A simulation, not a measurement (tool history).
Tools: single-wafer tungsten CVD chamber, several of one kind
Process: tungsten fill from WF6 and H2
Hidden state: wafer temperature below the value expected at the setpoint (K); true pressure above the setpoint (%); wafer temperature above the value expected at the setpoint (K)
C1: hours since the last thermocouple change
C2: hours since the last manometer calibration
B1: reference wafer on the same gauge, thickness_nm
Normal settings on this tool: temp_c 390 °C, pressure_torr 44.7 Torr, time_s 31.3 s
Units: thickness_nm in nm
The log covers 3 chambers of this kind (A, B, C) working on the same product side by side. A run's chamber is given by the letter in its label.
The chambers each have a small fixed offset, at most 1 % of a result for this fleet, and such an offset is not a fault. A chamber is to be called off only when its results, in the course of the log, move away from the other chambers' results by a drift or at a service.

{"run": "1A", "hour": 4.5, "temp_c": 390, "pressure_torr": 44.7, "time_s": 31.3, "C1": 19.8, "C2": 315.7, "B1": 96.445, "thickness_nm": 91.148}
{"run": "2C", "hour": 8.8, "temp_c": 390, "pressure_torr": 44.7, "time_s": 31.3, "C1": 954.2, "C2": 1149.9, "B1": 96.56, "thickness_nm": 91.452}
{"run": "3B", "hour": 14.6, "temp_c": 390, "pressure_torr": 44.7, "time_s": 31.3, "C1": 818.6, "C2": 1696.8, "B1": 96.477, "thickness_nm": 90.198}
{"run": "4C", "hour": 17.7, "temp_c": 390, "pressure_torr": 44.7, "time_s": 31.3, "C1": 963.1, "C2": 1158.8, "B1": 96.481, "thickness_nm": 91.077}
{"run": "5A", "hour": 20.6, "temp_c": 390, "pressure_torr": 44.7, "time_s": 31.3, "C1": 35.9, "C2": 331.8, "B1": 96.537, "thickness_nm": 91.302}
{"run": "6B", "hour": 24.9, "temp_c": 390, "pressure_torr": 44.7, "time_s": 31.3, "C1": 828.9, "C2": 1707.1, "B1": 96.543, "thickness_nm": 90.418}
{"run": "7B", "hour": 30.2, "temp_c": 390, "pressure_torr": 44.7, "time_s": 31.3, "C1": 834.2, "C2": 1712.4, "B1": 96.471, "thickness_nm": 90.943}
{"run": "8C", "hour": 35.3, "temp_c": 390, "pressure_torr": 53.0, "time_s": 25.5, "C1": 980.7, "C2": 1176.4, "B1": 96.522, "thickness_nm": 80.664}
{"run": "9A", "hour": 38.7, "temp_c": 390, "pressure_torr": 53.0, "time_s": 25.5, "C1": 54.0, "C2": 349.9, "B1": 96.601, "thickness_nm": 80.875}
{"run": "10B", "hour": 42.3, "temp_c": 390, "pressure_torr": 53.0, "time_s": 25.5, "C1": 846.3, "C2": 1724.5, "B1": 96.437, "thickness_nm": 78.898}
{"run": "11C", "hour": 47.1, "temp_c": 390, "pressure_torr": 44.7, "time_s": 27.3, "C1": 992.5, "C2": 1188.2, "B1": 96.545, "thickness_nm": 79.317}
{"run": "12A", "hour": 53.1, "temp_c": 390, "pressure_torr": 44.7, "time_s": 27.3, "C1": 68.4, "C2": 364.3, "B1": 96.441, "thickness_nm": 79.547}
{"run": "13B", "hour": 57.3, "temp_c": 390, "pressure_torr": 44.7, "time_s": 27.3, "C1": 861.3, "C2": 1739.5, "B1": 96.532, "thickness_nm": 79.332}
{"run": "14A", "hour": 61.0, "temp_c": 390, "pressure_torr": 44.7, "time_s": 31.3, "C1": 76.3, "C2": 372.2, "B1": 96.507, "thickness_nm": 91.584}
{"run": "15C", "hour": 64.0, "temp_c": 390, "pressure_torr": 44.7, "time_s": 31.3, "C1": 1009.4, "C2": 1205.1, "B1": 96.529, "thickness_nm": 90.79}
{"run": "16C", "hour": 67.1, "temp_c": 390, "pressure_torr": 44.7, "time_s": 31.3, "C1": 1012.5, "C2": 1208.2, "B1": 96.533, "thickness_nm": 90.825}
{"run": "17A", "hour": 70.9, "temp_c": 390, "pressure_torr": 44.7, "time_s": 31.3, "C1": 86.2, "C2": 382.1, "B1": 96.468, "thickness_nm": 91.743}
{"run": "18B", "hour": 74.6, "temp_c": 390, "pressure_torr": 44.7, "time_s": 31.3, "C1": 878.6, "C2": 1756.8, "B1": 96.498, "thickness_nm": 90.579}
{"run": "19A", "hour": 77.5, "temp_c": 390, "pressure_torr": 44.7, "time_s": 31.3, "C1": 92.8, "C2": 388.7, "B1": 96.504, "thickness_nm": 91.877}
{"run": "20C", "hour": 80.7, "temp_c": 390, "pressure_torr": 44.7, "time_s": 31.3, "C1": 1026.1, "C2": 1221.8, "B1": 96.548, "thickness_nm": 89.756}
{"run": "21B", "hour": 83.5, "temp_c": 390, "pressure_torr": 44.7, "time_s": 31.3, "C1": 887.5, "C2": 1765.7, "B1": 96.505, "thickness_nm": 90.331}
{"run": "22C", "hour": 88.8, "temp_c": 390, "pressure_torr": 44.7, "time_s": 31.3, "C1": 1034.2, "C2": 1229.9, "B1": 96.519, "thickness_nm": 89.928}
{"run": "23B", "hour": 94.0, "temp_c": 390, "pressure_torr": 44.7, "time_s": 31.3, "C1": 898.0, "C2": 1776.2, "B1": 96.487, "thickness_nm": 90.689}
{"run": "24A", "hour": 98.2, "temp_c": 390, "pressure_torr": 44.7, "time_s": 31.3, "C1": 113.5, "C2": 409.4, "B1": 96.537, "thickness_nm": 91.24}
{"run": "25A", "hour": 103.3, "temp_c": 390, "pressure_torr": 44.7, "time_s": 31.3, "C1": 118.6, "C2": 414.5, "B1": 96.531, "thickness_nm": 91.539}
{"run": "26B", "hour": 108.6, "temp_c": 390, "pressure_torr": 44.7, "time_s": 31.3, "C1": 912.6, "C2": 1790.8, "B1": 96.546, "thickness_nm": 90.521}
{"run": "27C", "hour": 114.3, "temp_c": 390, "pressure_torr": 44.7, "time_s": 31.3, "C1": 1059.7, "C2": 1255.4, "B1": 96.499, "thickness_nm": 89.153}
{"run": "28B", "hour": 118.9, "temp_c": 390, "pressure_torr": 44.7, "time_s": 31.3, "C1": 922.9, "C2": 1801.1, "B1": 96.534, "thickness_nm": 90.444}
{"run": "29A", "hour": 124.7, "temp_c": 390, "pressure_torr": 44.7, "time_s": 31.3, "C1": 140.0, "C2": 435.9, "B1": 96.432, "thickness_nm": 90.998}
{"run": "30C", "hour": 130.8, "temp_c": 390, "pressure_torr": 44.7, "time_s": 31.3, "C1": 1076.2, "C2": 1271.9, "B1": 96.507, "thickness_nm": 88.864}
{"run": "31B", "hour": 135.7, "temp_c": 404, "pressure_torr": 44.7, "time_s": 28.3, "C1": 939.7, "C2": 1817.9, "B1": 96.593, "thickness_nm": 106.66}
{"run": "32A", "hour": 139.9, "temp_c": 404, "pressure_torr": 44.7, "time_s": 28.3, "C1": 155.2, "C2": 451.1, "B1": 96.447, "thickness_nm": 106.87}
{"run": "33C", "hour": 145.9, "temp_c": 404, "pressure_torr": 44.7, "time_s": 28.3, "C1": 1091.3, "C2": 1287.0, "B1": 96.491, "thickness_nm": 104.24}
{"run": "34C", "hour": 150.3, "temp_c": 390, "pressure_torr": 44.7, "time_s": 31.3, "C1": 1095.7, "C2": 1291.4, "B1": 96.503, "thickness_nm": 88.072}
{"run": "35B", "hour": 154.3, "temp_c": 390, "pressure_torr": 48.7, "time_s": 31.3, "C1": 958.3, "C2": 1836.5, "B1": 96.467, "thickness_nm": 93.619}
{"run": "36A", "hour": 157.0, "temp_c": 390, "pressure_torr": 48.7, "time_s": 31.3, "C1": 172.3, "C2": 468.2, "B1": 96.504, "thickness_nm": 95.29}
{"run": "37C", "hour": 162.1, "temp_c": 390, "pressure_torr": 48.7, "time_s": 31.3, "C1": 1107.5, "C2": 1303.2, "B1": 96.501, "thickness_nm": 90.787}
{"run": "38A", "hour": 165.2, "temp_c": 390, "pressure_torr": 44.7, "time_s": 31.3, "C1": 180.5, "C2": 476.4, "B1": 96.506, "thickness_nm": 90.751}

Predict what each chamber gives when all 3 of them run the settings below next.
{"run": "39A", "hour": 169.7, "temp_c": 390, "pressure_torr": 51.8, "time_s": 31.3, "thickness_nm": "?"}
{"run": "39B", "hour": 169.7, "temp_c": 390, "pressure_torr": 51.8, "time_s": 31.3, "thickness_nm": "?"}
{"run": "39C", "hour": 169.7, "temp_c": 390, "pressure_torr": 51.8, "time_s": 31.3, "thickness_nm": "?"}

run=39A thickness_nm=97.385
run=39B thickness_nm=96.802
run=39C thickness_nm=93.579
